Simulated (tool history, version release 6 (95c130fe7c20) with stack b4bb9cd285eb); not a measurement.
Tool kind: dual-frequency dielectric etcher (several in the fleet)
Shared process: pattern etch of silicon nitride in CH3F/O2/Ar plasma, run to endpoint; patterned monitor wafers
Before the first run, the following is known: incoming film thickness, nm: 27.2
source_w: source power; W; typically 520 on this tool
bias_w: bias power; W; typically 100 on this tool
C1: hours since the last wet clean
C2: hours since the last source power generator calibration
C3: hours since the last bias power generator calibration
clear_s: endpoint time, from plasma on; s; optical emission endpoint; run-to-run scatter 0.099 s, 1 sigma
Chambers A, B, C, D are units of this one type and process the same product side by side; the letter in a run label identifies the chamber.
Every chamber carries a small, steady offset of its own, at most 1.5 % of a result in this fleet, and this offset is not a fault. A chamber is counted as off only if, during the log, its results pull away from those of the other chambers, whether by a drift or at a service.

{"run": "1B", "hour": 3.4, "source_w": 520, "bias_w": 100, "C1": 62.4, "C2": 1131.5, "C3": 29.7, "clear_s": 31.864}
{"run": "2A", "hour": 9.0, "source_w": 520, "bias_w": 100, "C1": 305.5, "C2": 1756.5, "C3": 568.7, "clear_s": 31.452}
{"hour": 9.8, "done": "chamber C: wet clean of the chamber"}
{"run": "3D", "hour": 13.1, "source_w": 520, "bias_w": 100, "C1": 149.5, "C2": 1912.1, "C3": 407.2, "clear_s": 32.09}
{"run": "4C", "hour": 17.5, "source_w": 520, "bias_w": 100, "C1": 7.7, "C2": 443.6, "C3": 3130.6, "clear_s": 31.827}
{"run": "5B", "hour": 24.1, "source_w": 520, "bias_w": 100, "C1": 83.1, "C2": 1152.2, "C3": 50.4, "clear_s": 31.834}
{"run": "6A", "hour": 27.5, "source_w": 520, "bias_w": 100, "C1": 324, "C2": 1775, "C3": 587.2, "clear_s": 31.373}
{"run": "7D", "hour": 31.5, "source_w": 520, "bias_w": 100, "C1": 167.9, "C2": 1930.5, "C3": 425.6, "clear_s": 31.905}
{"run": "8C", "hour": 37.8, "source_w": 520, "bias_w": 100, "C1": 28, "C2": 463.9, "C3": 3150.9, "clear_s": 31.84}
{"run": "9D", "hour": 44.2, "source_w": 520, "bias_w": 100, "C1": 180.6, "C2": 1943.2, "C3": 438.3, "clear_s": 32.002}
{"run": "10A", "hour": 47.7, "source_w": 520, "bias_w": 100, "C1": 344.2, "C2": 1795.2, "C3": 607.4, "clear_s": 31.499}
{"run": "11B", "hour": 52.1, "source_w": 520, "bias_w": 81, "C1": 111.1, "C2": 1180.2, "C3": 78.4, "clear_s": 34.194}
{"run": "12C", "hour": 57.1, "source_w": 520, "bias_w": 81, "C1": 47.3, "C2": 483.2, "C3": 3170.2, "clear_s": 34.044}
{"run": "13A", "hour": 60.5, "source_w": 520, "bias_w": 81, "C1": 357, "C2": 1808, "C3": 620.2, "clear_s": 33.715}
{"run": "14B", "hour": 65.9, "source_w": 520, "bias_w": 81, "C1": 124.9, "C2": 1194, "C3": 92.2, "clear_s": 34.326}
{"run": "15D", "hour": 70.8, "source_w": 520, "bias_w": 100, "C1": 207.2, "C2": 1969.8, "C3": 464.9, "clear_s": 31.991}
{"hour": 76.5, "done": "chamber A: wet clean of the chamber"}
{"run": "16C", "hour": 76.6, "source_w": 520, "bias_w": 100, "C1": 66.8, "C2": 502.7, "C3": 3189.7, "clear_s": 31.552}
{"run": "17C", "hour": 82.7, "source_w": 520, "bias_w": 122, "C1": 72.9, "C2": 508.8, "C3": 3195.8, "clear_s": 29.443}
{"run": "18D", "hour": 86.0, "source_w": 520, "bias_w": 122, "C1": 222.4, "C2": 1985, "C3": 480.1, "clear_s": 29.744}
{"run": "19A", "hour": 89.4, "source_w": 520, "bias_w": 122, "C1": 12.9, "C2": 1836.9, "C3": 649.1, "clear_s": 29.23}
{"run": "20B", "hour": 96.0, "source_w": 520, "bias_w": 122, "C1": 155, "C2": 1224.1, "C3": 122.3, "clear_s": 29.717}
{"run": "21D", "hour": 99.0, "source_w": 520, "bias_w": 100, "C1": 235.4, "C2": 1998, "C3": 493.1, "clear_s": 31.969}
{"run": "22B", "hour": 102.0, "source_w": 630, "bias_w": 100, "C1": 161, "C2": 1230.1, "C3": 128.3, "clear_s": 29.467}
{"run": "23A", "hour": 106.2, "source_w": 630, "bias_w": 100, "C1": 29.7, "C2": 1853.7, "C3": 665.9, "clear_s": 29.284}
{"run": "24C", "hour": 111.0, "source_w": 630, "bias_w": 100, "C1": 101.2, "C2": 537.1, "C3": 3224.1, "clear_s": 29.401}
{"run": "25C", "hour": 116.0, "source_w": 630, "bias_w": 100, "C1": 106.2, "C2": 542.1, "C3": 3229.1, "clear_s": 29.604}
{"run": "26D", "hour": 119.2, "source_w": 520, "bias_w": 100, "C1": 255.6, "C2": 2018.2, "C3": 513.3, "clear_s": 31.959}
{"run": "27B", "hour": 122.3, "source_w": 520, "bias_w": 100, "C1": 181.3, "C2": 1250.4, "C3": 148.6, "clear_s": 32.026}
{"run": "28A", "hour": 128.1, "source_w": 520, "bias_w": 100, "C1": 51.6, "C2": 1875.6, "C3": 687.8, "clear_s": 31.377}
{"run": "29B", "hour": 134.0, "source_w": 520, "bias_w": 100, "C1": 193, "C2": 1262.1, "C3": 160.3, "clear_s": 31.796}
{"run": "30D", "hour": 137.0, "source_w": 520, "bias_w": 100, "C1": 273.4, "C2": 2036, "C3": 531.1, "clear_s": 32.003}
{"run": "31A", "hour": 141.4, "source_w": 520, "bias_w": 100, "C1": 64.9, "C2": 1888.9, "C3": 701.1, "clear_s": 31.268}
{"run": "32C", "hour": 146.1, "source_w": 520, "bias_w": 100, "C1": 136.3, "C2": 572.2, "C3": 3259.2, "clear_s": 31.563}
{"run": "33A", "hour": 150.1, "source_w": 520, "bias_w": 100, "C1": 73.6, "C2": 1897.6, "C3": 709.8, "clear_s": 31.314}
{"run": "34D", "hour": 155.1, "source_w": 630, "bias_w": 100, "C1": 291.5, "C2": 2054.1, "C3": 549.2, "clear_s": 29.697}
{"run": "35C", "hour": 160.5, "source_w": 630, "bias_w": 100, "C1": 150.7, "C2": 586.6, "C3": 3273.6, "clear_s": 29.698}
{"run": "36B", "hour": 165.0, "source_w": 630, "bias_w": 100, "C1": 224, "C2": 1293.1, "C3": 191.3, "clear_s": 29.528}
{"run": "37C", "hour": 168.6, "source_w": 630, "bias_w": 100, "C1": 158.8, "C2": 594.7, "C3": 3281.7, "clear_s": 29.432}
{"run": "38D", "hour": 173.1, "source_w": 520, "bias_w": 100, "C1": 309.5, "C2": 2072.1, "C3": 567.2, "clear_s": 32.091}
{"run": "39A", "hour": 176.1, "source_w": 520, "bias_w": 100, "C1": 99.6, "C2": 1923.6, "C3": 735.8, "clear_s": 31.279}
{"run": "40B", "hour": 182.2, "source_w": 520, "bias_w": 100, "C1": 241.2, "C2": 1310.3, "C3": 208.5, "clear_s": 31.817}
{"run": "41A", "hour": 185.6, "source_w": 520, "bias_w": 100, "C1": 109.1, "C2": 1933.1, "C3": 745.3, "clear_s": 31.577}
{"run": "42B", "hour": 188.5, "source_w": 630, "bias_w": 79, "C1": 247.5, "C2": 1316.6, "C3": 214.8, "clear_s": 32.1}

Has any chamber moved away from the others, gradually or after a service, or does the common gauge drift, or do the chambers differ only by their own small steady offsets? State the chamber and the most likely cause if one applies.

All chambers stay in line apart from their small fixed offsets, and the gauge does not drift.

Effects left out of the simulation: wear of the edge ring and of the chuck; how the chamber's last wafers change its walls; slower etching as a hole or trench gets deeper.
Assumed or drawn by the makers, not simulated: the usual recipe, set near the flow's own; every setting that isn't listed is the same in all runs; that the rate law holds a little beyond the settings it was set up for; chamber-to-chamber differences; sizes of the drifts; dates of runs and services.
